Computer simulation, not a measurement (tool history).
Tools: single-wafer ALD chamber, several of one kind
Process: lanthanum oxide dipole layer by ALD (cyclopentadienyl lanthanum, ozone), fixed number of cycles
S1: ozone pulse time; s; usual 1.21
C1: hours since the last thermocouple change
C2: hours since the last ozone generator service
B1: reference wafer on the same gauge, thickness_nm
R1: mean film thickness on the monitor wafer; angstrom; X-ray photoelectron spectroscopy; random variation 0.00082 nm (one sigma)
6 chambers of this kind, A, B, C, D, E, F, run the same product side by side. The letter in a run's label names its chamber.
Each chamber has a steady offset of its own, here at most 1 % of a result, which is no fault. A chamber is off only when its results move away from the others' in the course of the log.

run,hour,S1,C1,C2,B1,R1
1B,12.2,1.21,536.5,1275.9,0.51515,5.2672
2D,19.8,1.21,1183.2,29.4,0.51502,5.2472
# hour 22.8: chamber D: thermocouple changed; heater temperature recalibrated
3F,29.2,1.21,895.6,672.5,0.51515,5.2435
4C,36.7,1.21,894,170.3,0.51536,5.308
5E,43.5,0.82,1713.1,1556.4,0.51527,4.6413
6A,52.2,0.82,992.6,483.3,0.51552,4.6462
7D,62.6,0.82,39.8,72.2,0.51542,4.6122
8F,74.9,0.82,941.3,718.2,0.51594,4.6463
9A,83.3,0.82,1023.7,514.4,0.51577,4.6469
10C,93.2,0.82,950.5,226.8,0.51569,4.6947
11E,100.2,1.21,1769.8,1613.1,0.51581,5.252
12B,110.8,1.63,635.1,1374.5,0.51596,5.5753
# hour 111.8: chamber F: ozone generator serviced
13A,119.5,1.63,1059.9,550.6,0.51604,5.5823
14E,126,1.63,1795.6,1638.9,0.516,5.5382
15C,132.2,1.63,989.5,265.8,0.51622,5.6109
16B,140.2,1.63,664.5,1403.9,0.51637,5.5732
17F,151.6,1.63,1018,39.9,0.5164,5.5569
18D,160.5,1.21,137.7,170.1,0.51619,5.2596
19A,172.5,1.21,1112.9,603.6,0.51644,5.2738
# hour 174: chamber B: ozone generator serviced
20F,178.9,1.21,1045.3,67.2,0.51653,5.246
21B,190.8,1.21,715.1,16.8,0.51654,5.2876
22E,203.4,1.21,1873,1716.3,0.5167,5.2605
23C,210.7,1.21,1068,344.3,0.51689,5.3253
24D,216.3,1.21,193.5,225.9,0.51697,5.2539
# hour 217.1: chamber F: thermocouple changed; heater temperature recalibrated
25F,228,1.21,10.9,116.3,0.51691,5.2532
26D,237.9,1.21,215.1,247.5,0.51702,5.2729
# hour 242.7: chamber A: thermocouple changed; heater temperature recalibrated
27C,244.5,1.21,1101.8,378.1,0.51721,5.322
28B,250.8,1.21,775.1,76.8,0.51705,5.3006
29E,262.7,1.21,1932.3,1775.6,0.51718,5.2496
30A,272.4,1.21,29.8,703.5,0.51738,5.2818
31C,278.8,1.21,1136.1,412.4,0.51751,5.334
32D,291.6,1.21,268.8,301.2,0.5175,5.2667
33B,303.8,1.21,828.1,129.8,0.51745,5.2866
34A,315.1,1.21,72.5,746.2,0.51777,5.2878
35E,326.4,1.21,1996,1839.3,0.51764,5.2514
36F,333.8,1.21,116.7,222.1,0.51774,5.2725
37D,345.3,1.21,322.5,354.9,0.51772,5.2782
38B,355.4,1.21,879.7,181.4,0.51815,5.3071
39A,364.9,1.64,122.3,796,0.51806,5.5814
40C,375.7,1.64,1233,509.3,0.51818,5.6506

What goes on in this fleet: one chamber off, a drifting gauge, or nothing beyond the chambers' own small offsets? Name the chamber and the cause, if any.

The gauge drifts, so all chambers seem to drift together. No chamber is off.
Cause: gauge reads high (%) = 0.635.
